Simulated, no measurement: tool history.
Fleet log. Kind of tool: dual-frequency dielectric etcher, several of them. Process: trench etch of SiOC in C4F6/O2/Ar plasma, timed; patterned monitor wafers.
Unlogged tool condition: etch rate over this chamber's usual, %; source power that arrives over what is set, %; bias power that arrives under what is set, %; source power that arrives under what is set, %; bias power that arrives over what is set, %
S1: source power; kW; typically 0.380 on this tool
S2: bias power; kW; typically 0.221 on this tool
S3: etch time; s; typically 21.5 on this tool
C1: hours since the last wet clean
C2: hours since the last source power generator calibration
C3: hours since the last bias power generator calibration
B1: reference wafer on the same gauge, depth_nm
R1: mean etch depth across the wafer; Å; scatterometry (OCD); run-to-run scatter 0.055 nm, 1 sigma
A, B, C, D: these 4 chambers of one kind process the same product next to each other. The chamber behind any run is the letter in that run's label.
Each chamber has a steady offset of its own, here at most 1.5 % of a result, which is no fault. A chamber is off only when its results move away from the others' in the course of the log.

run	hour	S1	S2	S3	C1	C2	C3	B1	R1
1A	4.3	0.380	0.221	21.5	43.5	1002.9	1446.1	40.502	469.06
2C	8.1	0.380	0.221	21.5	60.5	1696.9	2185.4	40.512	472.48
3D	10.6	0.380	0.221	21.5	491.7	2149.3	1779.8	40.514	468.76
4B	13.2	0.380	0.221	21.5	310.7	1563.1	781.7	40.517	462.57
5B	17.4	0.380	0.221	21.5	314.9	1567.3	785.9	40.512	463.13
6A	22.7	0.380	0.221	21.5	61.9	1021.3	1464.5	40.525	469.13
7D	27.6	0.380	0.221	21.5	508.7	2166.3	1796.8	40.521	469.69
8C	31.3	0.380	0.221	21.5	83.7	1720.1	2208.6	40.535	473.62
9C	36.2	0.380	0.221	21.5	88.6	1725.0	2213.5	40.533	473.49
10A	39.2	0.380	0.221	21.5	78.4	1037.8	1481.0	40.548	469.51
11D	44.3	0.380	0.221	21.5	525.4	2183.0	1813.5	40.532	469.50
12B	46.8	0.380	0.221	21.5	344.3	1596.7	815.3	40.552	463.21
13D	51.7	0.460	0.241	21.5	532.8	2190.4	1820.9	40.543	519.35
14A	55.8	0.460	0.241	21.5	95.0	1054.4	1497.6	40.557	520.09
15B	59.3	0.460	0.241	21.5	356.8	1609.2	827.8	40.557	514.91
16C	64.8	0.460	0.241	21.5	117.2	1753.6	2242.1	40.547	524.65
17C	70.0	0.380	0.221	21.5	122.4	1758.8	2247.3	40.587	473.22
18A	73.6	0.380	0.221	21.5	112.8	1072.2	1515.4	40.569	470.15
19B	77.3	0.380	0.221	21.5	374.8	1627.2	845.8	40.582	464.32
20D	82.5	0.380	0.221	21.5	563.6	2221.2	1851.7	40.585	470.48
21B	88.0	0.450	0.198	21.5	385.5	1637.9	856.5	40.581	477.95
22D	91.9	0.450	0.198	21.5	573.0	2230.6	1861.1	40.580	484.56
23A	94.9	0.450	0.198	21.5	134.1	1093.5	1536.7	40.586	484.75
24C	100.6	0.450	0.198	21.5	153.0	1789.4	2277.9	40.586	487.63
25D	103.7	0.380	0.221	21.5	584.8	2242.4	1872.9	40.604	469.71
26C	108.9	0.380	0.221	21.5	161.3	1797.7	2286.2	40.614	473.54
27B	113.9	0.380	0.221	21.5	411.4	1663.8	882.4	40.629	465.39
28A	118.7	0.380	0.221	21.5	157.9	1117.3	1560.5	40.613	471.01
29D	124.0	0.380	0.221	21.5	605.1	2262.7	1893.2	40.625	469.74
30A	128.8	0.380	0.221	21.5	168.0	1127.4	1570.6	40.625	471.09
31B	134.3	0.380	0.221	21.5	431.8	1684.2	902.8	40.643	465.46
32C	137.2	0.380	0.221	21.5	189.6	1826.0	2314.5	40.641	475.18
# hour 141.1: chamber D: wet clean of the chamber
33B	141.2	0.380	0.221	21.5	438.7	1691.1	909.7	40.656	465.06
34D	144.0	0.380	0.251	21.5	3.0	2282.7	1913.2	40.652	490.90
35A	147.1	0.380	0.251	21.5	186.3	1145.7	1588.9	40.644	491.43
36C	151.2	0.380	0.251	21.5	203.6	1840.0	2328.5	40.649	495.28
37B	155.4	0.380	0.251	21.5	452.9	1705.3	923.9	40.650	485.28
38A	158.5	0.380	0.221	21.5	197.7	1157.1	1600.3	40.648	470.86
39C	162.1	0.380	0.221	21.5	214.5	1850.9	2339.4	40.658	474.27
40D	166.6	0.380	0.221	21.5	25.6	2305.3	1935.8	40.667	470.58
41B	170.0	0.380	0.221	21.5	467.5	1719.9	938.5	40.669	465.20
42D	175.5	0.380	0.221	21.5	34.5	2314.2	1944.7	40.668	471.36
43C	181.1	0.380	0.274	17.5	233.5	1869.9	2358.4	40.667	416.01
44A	185.5	0.380	0.274	17.5	224.7	1184.1	1627.3	40.689	412.64

All 4 chambers run these settings next. Forecast each chamber's results:
45A	189.7	0.380	0.221	21.5					?
45B	189.7	0.380	0.221	21.5					?
45C	189.7	0.380	0.221	21.5					?
45D	189.7	0.380	0.221	21.5					?

run	R1
45A	472.27
45B	464.47
45C	475.09
45D	469.94

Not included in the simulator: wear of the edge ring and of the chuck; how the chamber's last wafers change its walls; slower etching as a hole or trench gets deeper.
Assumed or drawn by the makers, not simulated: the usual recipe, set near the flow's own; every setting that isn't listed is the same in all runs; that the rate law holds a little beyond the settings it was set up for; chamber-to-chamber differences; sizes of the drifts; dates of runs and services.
